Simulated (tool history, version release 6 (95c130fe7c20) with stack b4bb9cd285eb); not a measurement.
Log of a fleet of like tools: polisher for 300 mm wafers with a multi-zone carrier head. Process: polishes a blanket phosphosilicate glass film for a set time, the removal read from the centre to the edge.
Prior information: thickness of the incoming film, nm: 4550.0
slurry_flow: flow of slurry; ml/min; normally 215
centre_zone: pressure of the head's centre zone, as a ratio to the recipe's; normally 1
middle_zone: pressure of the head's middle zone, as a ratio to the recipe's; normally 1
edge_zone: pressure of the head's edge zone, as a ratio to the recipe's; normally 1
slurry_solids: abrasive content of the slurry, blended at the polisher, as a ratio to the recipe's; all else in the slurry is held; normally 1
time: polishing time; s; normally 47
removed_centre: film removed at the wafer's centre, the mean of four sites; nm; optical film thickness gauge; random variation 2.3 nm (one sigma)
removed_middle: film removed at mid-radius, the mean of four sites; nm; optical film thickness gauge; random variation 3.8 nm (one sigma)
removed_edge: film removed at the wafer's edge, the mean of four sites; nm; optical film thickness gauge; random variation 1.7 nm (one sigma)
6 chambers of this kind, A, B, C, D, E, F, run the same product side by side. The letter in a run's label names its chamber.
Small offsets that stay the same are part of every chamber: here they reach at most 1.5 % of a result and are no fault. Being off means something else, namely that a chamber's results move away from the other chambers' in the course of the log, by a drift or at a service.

At day 0.029: chamber A: centre zone pressure recalibrated.
At day 0.25: chamber F: worn pad replaced by a new one.
Run 1D, day 0.3: usual settings. Result: removed_centre 256.74 nm, removed_middle 258.8 nm, removed_edge 256.14 nm.
Run 2A, day 0.604: usual settings. Result: removed_centre 258.73 nm, removed_middle 264.66 nm, removed_edge 255.41 nm.
Run 3F, day 0.792: usual settings. Result: removed_centre 259.57 nm, removed_middle 254.1 nm, removed_edge 256.91 nm.
Run 4B, day 1.029: usual settings. Result: removed_centre 254.77 nm, removed_middle 264.6 nm, removed_edge 257.38 nm.
Run 5C, day 1.346: usual settings. Result: removed_centre 256.13 nm, removed_middle 250.24 nm, removed_edge 259.03 nm.
At day 1.538: chamber D: worn pad replaced by a new one.
Run 6E, day 1.667: usual settings. Result: removed_centre 256.29 nm, removed_middle 250.92 nm, removed_edge 254.73 nm.
Run 7F, day 2.033: usual settings. Result: removed_centre 263.13 nm, removed_middle 248.35 nm, removed_edge 254.14 nm.
Run 8A, day 2.254: usual settings. Result: removed_centre 260.86 nm, removed_middle 253.31 nm, removed_edge 259.53 nm.
Run 9D, day 2.462: usual settings. Result: removed_centre 257.17 nm, removed_middle 260.64 nm, removed_edge 255.46 nm.
At day 2.692: chamber B: worn pad replaced by a new one.
Run 10C, day 2.75: usual settings. Result: removed_centre 256.86 nm, removed_middle 258.28 nm, removed_edge 255.74 nm.
Run 11B, day 2.95: usual settings. Result: removed_centre 252.04 nm, removed_middle 259.35 nm, removed_edge 256.52 nm.
Run 12E, day 3.262: usual settings. Result: removed_centre 256.81 nm, removed_middle 255.52 nm, removed_edge 253.21 nm.
Run 13B, day 3.629: usual settings. Result: removed_centre 255.32 nm, removed_middle 263.9 nm, removed_edge 255.68 nm.
At day 3.95: chamber A: worn pad replaced by a new one.
Run 14E, day 3.971: usual settings but middle_zone 1.05, edge_zone 1.11. Result: removed_centre 255.7 nm, removed_middle 278.33 nm, removed_edge 270.13 nm.
At day 4.217: chamber F: worn pad replaced by a new one.
Run 15C, day 4.3: usual settings but middle_zone 1.05, edge_zone 1.11. Result: removed_centre 252.1 nm, removed_middle 268.85 nm, removed_edge 269.78 nm.
Run 16F, day 4.583: usual settings but middle_zone 1.05, edge_zone 1.11. Result: removed_centre 255.69 nm, removed_middle 269.71 nm, removed_edge 266.01 nm.
Run 17A, day 4.762: usual settings but middle_zone 1.05, edge_zone 1.11. Result: removed_centre 261.48 nm, removed_middle 263.37 nm, removed_edge 269.89 nm.
Run 18D, day 5.079: usual settings but middle_zone 1.05, edge_zone 1.11. Result: removed_centre 251.99 nm, removed_middle 266.66 nm, removed_edge 265.98 nm.
At day 5.175: chamber C: worn pad replaced by a new one.
Run 19A, day 5.35: usual settings but middle_zone 1.05, edge_zone 1.11. Result: removed_centre 254.04 nm, removed_middle 264.79 nm, removed_edge 271.66 nm.
Run 20B, day 5.696: usual settings. Result: removed_centre 253.24 nm, removed_middle 263.89 nm, removed_edge 257.37 nm.
At day 5.729: chamber E: centre zone pressure recalibrated.
Run 21F, day 6.058: usual settings. Result: removed_centre 256.6 nm, removed_middle 262.42 nm, removed_edge 253.25 nm.
Run 22E, day 6.238: usual settings. Result: removed_centre 253.1 nm, removed_middle 253.89 nm, removed_edge 255.04 nm.
Run 23D, day 6.45: usual settings. Result: removed_centre 246.76 nm, removed_middle 255.39 nm, removed_edge 250.34 nm.
At day 6.562: chamber E: worn pad replaced by a new one.
Run 24C, day 6.725: usual settings. Result: removed_centre 255.76 nm, removed_middle 257.34 nm, removed_edge 257.16 nm.
Run 25F, day 6.975: usual settings. Result: removed_centre 257.85 nm, removed_middle 256.7 nm, removed_edge 250.54 nm.
Run 26A, day 7.25: usual settings. Result: removed_centre 259.71 nm, removed_middle 256.11 nm, removed_edge 258.69 nm.
Run 27B, day 7.558: usual settings. Result: removed_centre 253.63 nm, removed_middle 256.29 nm, removed_edge 257.91 nm.
Run 28C, day 7.767: usual settings. Result: removed_centre 254.03 nm, removed_middle 255.79 nm, removed_edge 256.19 nm.
At day 7.808: chamber D: worn pad replaced by a new one.
Run 29E, day 7.933: usual settings but centre_zone 0.9, slurry_solids 0.85. Result: removed_centre 209.52 nm, removed_middle 236.48 nm, removed_edge 234.25 nm.
Run 30D, day 8.308: usual settings but centre_zone 0.9, slurry_solids 0.85. Result: removed_centre 200.18 nm, removed_middle 226.3 nm, removed_edge 226.54 nm.
At day 8.392: chamber A: worn pad replaced by a new one.
At day 8.471: chamber F: worn pad replaced by a new one.
Run 31E, day 8.554: usual settings but centre_zone 0.9, slurry_solids 0.85. Result: removed_centre 206.95 nm, removed_middle 238.65 nm, removed_edge 237.36 nm.
Run 32B, day 8.871: usual settings but centre_zone 0.9, slurry_solids 0.85. Result: removed_centre 213.1 nm, removed_middle 234.85 nm, removed_edge 237.39 nm.
At day 9.071: chamber F: centre zone pressure recalibrated.
Run 33F, day 9.1: usual settings but centre_zone 0.9, slurry_solids 0.85. Result: removed_centre 214.39 nm, removed_middle 241.34 nm, removed_edge 236.9 nm.
Run 34C, day 9.475: usual settings but centre_zone 0.9, slurry_solids 0.85. Result: removed_centre 212.5 nm, removed_middle 241.08 nm, removed_edge 238.43 nm.
Run 35D, day 9.696: usual settings but centre_zone 0.92, slurry_solids 0.8. Result: removed_centre 194.4 nm, removed_middle 210.92 nm, removed_edge 216.91 nm.
Run 36A, day 9.879: usual settings but centre_zone 0.92, slurry_solids 0.8. Result: removed_centre 209.07 nm, removed_middle 232.95 nm, removed_edge 230.99 nm.

Does one chamber stand apart from the rest, does the shared gauge drift, or is all well apart from small per-chamber offsets? Give the chamber and the most likely cause, where there is one.

Little by little, chamber D moves away from the other chambers.
Likeliest cause: slurry flow missing at the pad, % = 40.4.

Below are 4 candidate recipes for chamber D's next run, each the usual settings with a change, their results shown as question marks. Which of them brings D's results back in line with what the other chambers give on the usual settings?
In line means no further than this from the other chambers' mean on the usual settings: removed_centre 8.1 nm; removed_middle 13 nm; removed_edge 6.1 nm
Run 37D-1, day 10.146: usual settings but slurry_flow 205 ml/min, centre_zone 0.98, middle_zone 0.99, edge_zone 1.02, time 44 s. Result: removed_centre ?, removed_middle ?, removed_edge ?.
Run 37D-2, day 10.146: usual settings but slurry_flow 230 ml/min, centre_zone 1.05, middle_zone 1.03, edge_zone 0.97, slurry_solids 1.05, time 53 s. Result: removed_centre ?, removed_middle ?, removed_edge ?.
Run 37D-3, day 10.146: usual settings but slurry_flow 225 ml/min, centre_zone 1.02, middle_zone 1.01, edge_zone 0.98, time 50 s. Result: removed_centre ?, removed_middle ?, removed_edge ?.
Run 37D-4, day 10.146: usual settings but slurry_flow 200 ml/min, centre_zone 0.95, middle_zone 0.97, edge_zone 1.03, slurry_solids 0.95, time 42 s. Result: removed_centre ?, removed_middle ?, removed_edge ?.

On the usual settings, the other chambers give on average: removed_centre 256.01 nm; removed_middle 255.65 nm; removed_edge 255.33 nm
  run  removed_centre  removed_middle  removed_edge
37D-1          208.32          212.58        224.61
37D-2          285.01          278.51         274.2
37D-3          253.38          251.23        253.58
37D-4          186.31           193.3        209.59
37D-3 puts the chamber back in line with the other chambers.

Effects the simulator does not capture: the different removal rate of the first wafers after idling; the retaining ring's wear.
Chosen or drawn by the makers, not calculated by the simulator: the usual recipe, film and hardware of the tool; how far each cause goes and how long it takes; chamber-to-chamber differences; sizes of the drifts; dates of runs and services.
